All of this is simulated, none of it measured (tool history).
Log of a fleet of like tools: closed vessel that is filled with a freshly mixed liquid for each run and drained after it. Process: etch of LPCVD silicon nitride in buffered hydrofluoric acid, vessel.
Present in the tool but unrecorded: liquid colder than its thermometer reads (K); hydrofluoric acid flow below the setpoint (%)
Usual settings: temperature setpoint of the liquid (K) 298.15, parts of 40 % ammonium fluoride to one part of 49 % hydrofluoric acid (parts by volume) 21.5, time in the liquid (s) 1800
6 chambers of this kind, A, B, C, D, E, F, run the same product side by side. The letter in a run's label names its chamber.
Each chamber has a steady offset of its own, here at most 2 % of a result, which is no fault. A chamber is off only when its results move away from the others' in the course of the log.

run   hour  temperature setpoint of the liquid (K)  parts of 40 % ammonium fluoride to one part of 49 % hydrofluoric acid (parts by volume)  time in the liquid (s)  hours since the thermometer was replaced  hours since the hydrofluoric acid flow meter was replaced  read-back film thickness of the LPCVD silicon nitride reference wafer, read on the same gauge (nm)  thickness taken off the LPCVD silicon nitride on a monitor wafer (nm)
 1F    3.9                                  298.15                                                                                     21.5                    1800                                     667.4                                                      930.8                                                                                              59.985                                                                 13.596
 2C    8.3                                  298.15                                                                                     21.5                    1800                                     217.3                                                      492.5                                                                                              60.026                                                                 13.425
 3E   10.9                                  298.15                                                                                     21.5                    1800                                     224.4                                                      444.9                                                                                              59.983                                                                 13.751
 4A     16                                  298.15                                                                                     21.5                    1800                                    1266.2                                                     1835.2                                                                                               59.96                                                                 13.848
 5D   20.2                                  298.15                                                                                     21.5                    1800                                    1379.2                                                       97.6                                                                                              60.003                                                                 13.915
 6B   25.4                                  298.15                                                                                     21.5                    1800                                    1144.7                                                      673.9                                                                                              59.962                                                                 13.554
 7D     30                                  298.15                                                                                     21.5                    1800                                      1389                                                      107.4                                                                                              59.993                                                                 13.816
 8A   35.6                                  298.15                                                                                     21.5                    1800                                    1285.8                                                     1854.8                                                                                              60.008                                                                 13.779
 9F     38                                  298.15                                                                                     21.5                    1800                                     701.5                                                      964.9                                                                                              60.034                                                                 13.645
10E   43.1                                  298.15                                                                                     21.5                    1800                                     256.6                                                      477.1                                                                                              59.977                                                                 13.682
11B   48.4                                  298.15                                                                                     21.5                    1800                                    1167.7                                                      696.9                                                                                              59.989                                                                 13.622
12C   51.7                                  298.15                                                                                     21.5                    1800                                     260.7                                                      535.9                                                                                              60.002                                                                 13.435
13E   57.3                                  298.15                                                                                     21.5                    1800                                     270.8                                                      491.3                                                                                              60.004                                                                 13.699
14D   60.1                                  298.15                                                                                     21.5                    1800                                    1419.1                                                      137.5                                                                                              59.991                                                                 13.836
15F   62.7                                  298.15                                                                                     21.5                    1800                                     726.2                                                      989.6                                                                                              60.005                                                                 13.743
16A   65.5                                  298.15                                                                                     21.5                    1800                                    1315.7                                                     1884.7                                                                                              59.985                                                                  13.83
17C   67.9                                  298.15                                                                                     21.5                    1800                                     276.9                                                      552.1                                                                                              59.982                                                                   13.5
18B   70.8                                  298.15                                                                                     21.5                    1800                                    1190.1                                                      719.3                                                                                              59.977                                                                 13.393
19F   75.3                                  298.15                                                                                     21.5                    1800                                     738.8                                                     1002.2                                                                                              59.984                                                                 13.863
20A   79.1                                  298.15                                                                                     21.5                    1800                                    1329.3                                                     1898.3                                                                                              59.963                                                                 13.714
21B   83.6                                  298.15                                                                                     21.5                    1800                                    1202.9                                                      732.1                                                                                              59.986                                                                 13.312
22D   87.2                                  298.15                                                                                     21.5                    1800                                    1446.2                                                      164.6                                                                                              60.006                                                                 13.809
23C   91.4                                  298.15                                                                                     21.5                    1800                                     300.4                                                      575.6                                                                                              60.031                                                                 13.452
24E   94.6                                  298.15                                                                                     21.5                    1800                                     308.1                                                      528.6                                                                                              60.017                                                                 13.727
25C  100.2                                  298.15                                                                                     21.5                    1800                                     309.2                                                      584.4                                                                                              60.034                                                                 13.411
26B  103.1                                  299.65                                                                                     21.5                    1800                                    1222.4                                                      751.6                                                                                              60.016                                                                 14.227
     103.9  -- chamber E: hydrofluoric acid flow meter replaced
27E  107.1                                  299.65                                                                                     21.5                    1800                                     320.6                                                        3.2                                                                                              60.005                                                                 14.972
28A  109.6                                  299.65                                                                                     21.5                    1800                                    1359.8                                                     1928.8                                                                                              60.028                                                                 14.693
29F  112.2                                  299.65                                                                                     21.5                    1800                                     775.7                                                     1039.1                                                                                              60.009                                                                 14.953
30D    117                                  299.65                                                                                     21.5                    1800                                      1476                                                      194.4                                                                                              59.996                                                                 14.988
31A  119.9                                  299.65                                                                                     21.5                    1800                                    1370.1                                                     1939.1                                                                                              60.006                                                                 14.824
32C  124.3                                  298.15                                                                                     21.5                    1800                                     333.3                                                      608.5                                                                                               59.98                                                                 13.465
33F  127.4                                  298.15                                                                                     21.5                    1800                                     790.9                                                     1054.3                                                                                               59.99                                                                 13.837
34B  131.1                                  298.15                                                                                     21.5                    1800                                    1250.4                                                      779.6                                                                                              60.003                                                                 12.957
35D  136.4                                  298.15                                                                                     21.5                    1800                                    1495.4                                                      213.8                                                                                              60.009                                                                 13.867
36E  138.9                                  298.15                                                                                     21.5                    1800                                     352.4                                                         35                                                                                              60.034                                                                 13.634
37A  143.7                                  298.15                                                                                     21.5                    1800                                    1393.9                                                     1962.9                                                                                              60.029                                                                 13.717
38F  148.5                                  298.15                                                                                     21.5                    1800                                       812                                                     1075.4                                                                                              60.005                                                                 13.631
39B  151.1                                  298.15                                                                                     21.5                    1800                                    1270.4                                                      799.6                                                                                              59.991                                                                 12.865
40E  154.1                                  293.65                                                                                     21.5                    1800                                     367.6                                                       50.2                                                                                              60.012                                                                 10.713
41D  157.4                                  293.65                                                                                     21.5                    1800                                    1516.4                                                      234.8                                                                                              60.016                                                                 10.813
42C  162.4                                  293.65                                                                                     21.5                    1800                                     371.4                                                      646.6                                                                                               59.96                                                                 10.591
43C  166.1                                  293.65                                                                                     21.5                    1800                                     375.1                                                      650.3                                                                                              59.984                                                                 10.654

Does one chamber stand apart from the rest, does the shared gauge drift, or is all well apart from small per-chamber offsets? Give the chamber and the most likely cause, where there is one.

Chamber B drifts away from the others.
Cause: liquid colder than its thermometer reads (K) = 1.38.
The log may not tell that from: hydrofluoric acid flow below the setpoint (%).

Which of the 4 candidates below, each the usual settings with something changed and its results left as question marks, puts chamber B back in line with what the other chambers give on the usual settings?
In-line tolerance around the mean of the other chambers on the usual settings: thickness taken off the LPCVD silicon nitride on a monitor wafer (nm) 0.27
44B-1  170.2                                  297.65                                                                                       23                    1800                                                                                                                                                                                                                                                                               ?
44B-2  170.2                                  298.65                                                                                       21                    1960                                                                                                                                                                                                                                                                               ?
44B-3  170.2                                  298.15                                                                                     21.5                    1945                                                                                                                                                                                                                                                                               ?
44B-4  170.2                                  295.65                                                                                     21.5                    1800                                                                                                                                                                                                                                                                               ?

Average result of the remaining chambers running the usual settings: thickness taken off the LPCVD silicon nitride on a monitor wafer (nm) 13.699
  run  thickness taken off the LPCVD silicon nitride on a monitor wafer (nm)
44B-1                                                                 11.775
44B-2                                                                 14.413
44B-3                                                                 13.693
44B-4                                                                 11.059
It is 44B-3 that realigns the chamber with its peers.

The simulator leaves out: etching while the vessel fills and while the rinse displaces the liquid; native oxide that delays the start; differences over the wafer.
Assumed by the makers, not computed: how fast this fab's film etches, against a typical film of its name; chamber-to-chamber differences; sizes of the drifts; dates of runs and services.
